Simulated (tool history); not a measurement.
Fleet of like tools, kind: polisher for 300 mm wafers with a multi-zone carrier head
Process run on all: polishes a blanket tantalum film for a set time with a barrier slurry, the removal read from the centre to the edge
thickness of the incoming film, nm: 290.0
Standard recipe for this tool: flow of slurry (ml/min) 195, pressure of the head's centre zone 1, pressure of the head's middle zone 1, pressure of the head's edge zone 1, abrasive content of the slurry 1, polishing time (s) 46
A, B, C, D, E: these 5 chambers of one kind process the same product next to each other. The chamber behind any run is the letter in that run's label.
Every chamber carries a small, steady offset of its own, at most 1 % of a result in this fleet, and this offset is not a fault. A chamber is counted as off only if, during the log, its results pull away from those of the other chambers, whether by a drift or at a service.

run,hour,flow of slurry (ml/min),pressure of the head's centre zone,pressure of the head's middle zone,pressure of the head's edge zone,abrasive content of the slurry,polishing time (s),wafers polished on this pad,hours since the slurry nozzle was cleaned,hours since the centre zone pressure was calibrated,hours since the edge zone pressure was calibrated,film removed at the wafer's centre (angstrom),film removed at mid-radius (angstrom),film removed at the wafer's edge (angstrom)
# hour 1.5: chamber E: worn pad replaced by a new one
1E,4.6,195,1,1,1,1,46,24,484.3,262.7,74.4,878.27,885.29,863.06
# hour 8.9: chamber D: slurry nozzle cleaned
2C,9.9,195,1,1,1,1,46,764,390.3,550.5,131.5,869.25,866.58,864.58
3A,13.2,195,1,1,1,1,46,1310,112.7,287.8,43.1,874.38,859.99,877.01
4B,19.1,195,1,1,1,1,46,672,158.7,366,682.6,876.05,876.44,870.51
5D,22.7,140,1,1,0.95,1,46,835,13.9,862.2,610.9,811.43,827.62,807.05
# hour 25.5: chamber D: worn pad replaced by a new one
6C,26,140,1,1,0.95,1,46,891,406.4,566.6,147.6,812.7,824.32,814.77
# hour 27.5: chamber E: centre zone pressure recalibrated
7E,30.5,140,1,1,0.95,1,46,229,510.2,3.1,100.3,810.88,829.9,797.75
8A,33.5,140,1,1,0.95,1,46,1470,133,308.1,63.4,817.73,816.3,807.17
9D,39.5,140,1,1,0.95,1,46,111,30.7,879,627.7,823.73,817.61,808.72
10B,43.9,195,1,1,1,1.3,41,868,183.5,390.8,707.4,824.73,817.12,821.46
# hour 44.9: chamber E: slurry nozzle cleaned
11E,48.7,195,1,1,1,1.3,41,373,3.8,21.3,118.5,822.39,832.68,835.95
# hour 49.4: chamber B: centre zone pressure recalibrated
# hour 49.5: chamber A: worn pad replaced by a new one
12C,54,195,1,1,1,1.3,41,1113,434.4,594.6,175.6,836.88,820.5,828.85
13B,59.8,195,1,1,1,1.3,41,994,199.4,10.4,723.3,811.76,834.27,828.17
14A,63.7,195,1,1,1,1.3,41,112,163.2,338.3,93.6,836.23,824.3,829.03
# hour 66.4: chamber C: worn pad replaced by a new one
15D,68.2,195,1.07,1,1,0.9,46,338,59.4,907.7,656.4,907.18,846.77,831.41
16E,71,195,1.07,1,1,0.9,46,550,26.1,43.6,140.8,920.87,852.13,837.84
# hour 74.4: chamber D: centre zone pressure recalibrated
17D,74.8,195,1.07,1,1,0.9,46,390,66,0.5,663,1007,843.3,848.48
18C,79,195,1.07,1,1,0.9,46,99,459.4,619.6,200.6,891.65,846.31,840.34
19A,85.3,195,1.07,1,1,0.9,46,283,184.8,359.9,115.2,929.37,836.71,840.81
20B,89.9,195,1,1,1,1,46,1232,229.5,40.5,753.4,862.85,854.2,873.95
21C,94.8,195,1,1,1,1,46,224,475.2,635.4,216.4,866.19,870.38,874.24
# hour 98.5: chamber B: worn pad replaced by a new one
22D,99.4,195,1,1,1,1,46,585,90.6,25.1,687.6,979.85,870.15,871.06
23B,105.1,195,1,1,1,1,46,52,244.7,55.7,768.6,863.16,859.85,863.07
# hour 109.9: chamber A: centre zone pressure recalibrated
24A,110,195,1,1,1,1,46,479,209.5,0.2,139.9,878.59,875.02,874.6
25E,113,195,1,1,1,1,46,882,68.1,85.6,182.8,872.5,877.32,860.94
# hour 114.5: chamber E: worn pad replaced by a new one
26A,116.2,195,1,1,1,1,46,528,215.7,6.4,146.1,877.9,876.96,873.71
27C,122.3,195,1,1,0.89,1,46,442,502.7,662.9,243.9,869.13,875.37,820.59
28E,125.7,195,1,1,0.89,1,46,89,80.8,98.3,195.5,879.69,876.11,813.4
29B,130.1,195,1,1,0.89,1,46,250,269.7,80.7,793.6,873.3,860.62,816.58
30D,135.5,195,1,1,0.89,1,46,870,126.7,61.2,723.7,994.28,858.59,814.71
# hour 136.8: chamber D: worn pad replaced by a new one
31E,139.3,195,1,1,0.89,1,46,196,94.4,111.9,209.1,850.64,881.07,815.72
32A,143.6,195,1,1,1,1,46,745,243.1,33.8,173.5,879.37,875.24,873.05
33B,149.8,195,1,1,1,1,46,406,289.4,100.4,813.3,860.68,873.27,875.27
34C,154.6,195,1,1,1,1,46,698,535,695.2,276.2,875.56,888.12,868.91
35D,159,195,1,1,1,1,46,175,150.2,84.7,747.2,1000.6,876.16,863.26
36B,162.3,195,1,1,1,1,46,505,301.9,112.9,825.8,860.86,888.63,868.91
37E,166.1,195,1,1,1.07,1,46,408,121.2,138.7,235.9,870.31,872.63,899.05
38A,169.2,195,1,1,1.07,1,46,947,268.7,59.4,199.1,863.4,870.99,915.87
39C,174,195,1,1,1.07,1,46,851,554.4,714.6,295.6,874.85,878.26,905.84
40D,179.5,195,1,1,1.07,1,46,337,170.7,105.2,767.7,980.7,866.86,888.36
41B,184.8,195,1,1,1.07,1,46,683,324.4,135.4,848.3,863.88,889.27,898.02
42C,188.6,195,1.07,1,0.89,1,46,967,569,729.2,310.2,930.03,848.87,820.02
43A,193.7,195,1.07,1,0.89,1,46,1141,293.2,83.9,223.6,935.03,861.05,821.28

All chambers now run identical settings, listed one chamber a line with results as question marks. What results will each chamber show?
44A,198.3,195,1,1,1,1,46,,,,,?,?,?
44B,198.3,195,1,1,1,1,46,,,,,?,?,?
44C,198.3,195,1,1,1,1,46,,,,,?,?,?
44D,198.3,195,1,1,1,1,46,,,,,?,?,?
44E,198.3,195,1,1,1,1,46,,,,,?,?,?

run,film removed at the wafer's centre (angstrom),film removed at mid-radius (angstrom),film removed at the wafer's edge (angstrom)
44A,864.44,875.16,870.92
44B,869.51,852.2,870.92
44C,892.75,864.46,880.58
44D,984.46,863.91,859.41
44E,867.21,873.56,862.22

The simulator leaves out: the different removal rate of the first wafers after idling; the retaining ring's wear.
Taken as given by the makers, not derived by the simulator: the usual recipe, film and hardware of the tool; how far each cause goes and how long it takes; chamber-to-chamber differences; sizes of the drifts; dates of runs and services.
